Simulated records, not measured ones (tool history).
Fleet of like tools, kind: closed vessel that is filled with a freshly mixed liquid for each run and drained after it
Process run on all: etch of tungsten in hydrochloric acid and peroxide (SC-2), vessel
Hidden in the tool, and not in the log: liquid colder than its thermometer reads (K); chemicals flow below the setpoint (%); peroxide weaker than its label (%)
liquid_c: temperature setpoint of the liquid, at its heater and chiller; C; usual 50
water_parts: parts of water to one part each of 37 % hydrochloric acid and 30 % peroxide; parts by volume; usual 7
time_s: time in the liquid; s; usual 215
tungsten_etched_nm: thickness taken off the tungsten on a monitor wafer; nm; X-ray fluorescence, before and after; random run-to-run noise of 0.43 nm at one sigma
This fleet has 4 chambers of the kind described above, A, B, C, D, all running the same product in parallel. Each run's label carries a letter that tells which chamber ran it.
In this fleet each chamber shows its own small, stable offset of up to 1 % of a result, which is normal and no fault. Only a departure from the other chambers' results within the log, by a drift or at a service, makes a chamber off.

run   hour  liquid_c  water_parts  time_s  hours since the thermometer was replaced  hours since the chemicals flow meter was replaced  hours since the drum of peroxide was connected  read-back film thickness of the tungsten reference wafer, read on the same gauge (nm)  tungsten_etched_nm
 1D    4.9        50            7     215                                     407.4                                              114.8                                           321.8                                                                                    130              58.041
 2A    9.1        50            7     215                                     139.7                                             1016.9                                           157.2                                                                                 130.02              57.795
 3B   16.6        50            7     215                                     594.4                                             1175.6                                           508.1                                                                                 130.03              58.408
 4C   22.6        50            7     215                                    1394.3                                              145.7                                            58.4                                                                                    130              59.124
 5A   26.4        50            7     215                                       157                                             1034.2                                           174.5                                                                                 130.04               57.96
 6C   31.2        50            7     215                                    1402.9                                              154.3                                              67                                                                                 130.05              57.969
 7B   38.1        50            7     215                                     615.9                                             1197.1                                           529.6                                                                                 130.05              58.377
 8D     45        50            7     215                                     447.5                                              154.9                                           361.9                                                                                    130              57.901
 9D   53.3        50            7     215                                     455.8                                              163.2                                           370.2                                                                                 130.04              56.596
10B   60.6        50            7     215                                     638.4                                             1219.6                                           552.1                                                                                 129.97              57.976
11A   66.3        50            7     215                                     196.9                                             1074.1                                           214.4                                                                                 129.96              57.556
12C   73.8        50            7     215                                    1445.5                                              196.9                                           109.6                                                                                 129.99              58.483
13C   79.2        50            7     215                                    1450.9                                              202.3                                             115                                                                                 129.97              58.714
14A   86.9        50            7     215                                     217.5                                             1094.7                                             235                                                                                 130.05              57.621
15D   93.9        50            7     215                                     496.4                                              203.8                                           410.8                                                                                    130              56.952
16B   99.2        50            7     215                                       677                                             1258.2                                           590.7                                                                                 129.97              58.553
17C  107.6        50            7     215                                    1479.3                                              230.7                                           143.4                                                                                    130              58.358
18D  114.3        50            7     215                                     516.8                                              224.2                                           431.2                                                                                 130.01              56.636
19B  122.2        50            7     215                                       700                                             1281.2                                           613.7                                                                                 129.98              58.738
20A  129.3        50            7     215                                     259.9                                             1137.1                                           277.4                                                                                 130.03              56.938
21A  133.7        50            7     215                                     264.3                                             1141.5                                           281.8                                                                                 130.03              58.615
22B  137.7        50            7     215                                     715.5                                             1296.7                                           629.2                                                                                 130.07               58.74
23C    145        50            7     215                                    1516.7                                              268.1                                           180.8                                                                                 129.99              58.795
24D  149.6        50            7     215                                     552.1                                              259.5                                           466.5                                                                                 130.01              55.246
25A  155.9        50            7     315                                     286.5                                             1163.7                                             304                                                                                 130.02              85.036
26C  160.5        50            7     315                                    1532.2                                              283.6                                           196.3                                                                                 130.03              84.921
27D  165.6        50            7     315                                     568.1                                              275.5                                           482.5                                                                                 129.97              79.676
28B  172.7        50            7     315                                     750.5                                             1331.7                                           664.2                                                                                 130.02              85.785
29C  176.6        50            7     215                                    1548.3                                              299.7                                           212.4                                                                                    130              57.932
30B  181.1        50            7     215                                     758.9                                             1340.1                                           672.6                                                                                 130.01              58.412
31D  186.7        50            7     215                                     589.2                                              296.6                                           503.6                                                                                 129.93               54.62

Next, every chamber runs the same settings. What will each give?
32A  192.9        50            9     215                                                                                                                                                                                                                                                       ?
32B  192.9        50            9     215                                                                                                                                                                                                                                                       ?
32C  192.9        50            9     215                                                                                                                                                                                                                                                       ?
32D  192.9        50            9     215                                                                                                                                                                                                                                                       ?

run  tungsten_etched_nm
32A              47.391
32B              47.173
32C              47.956
32D              43.704
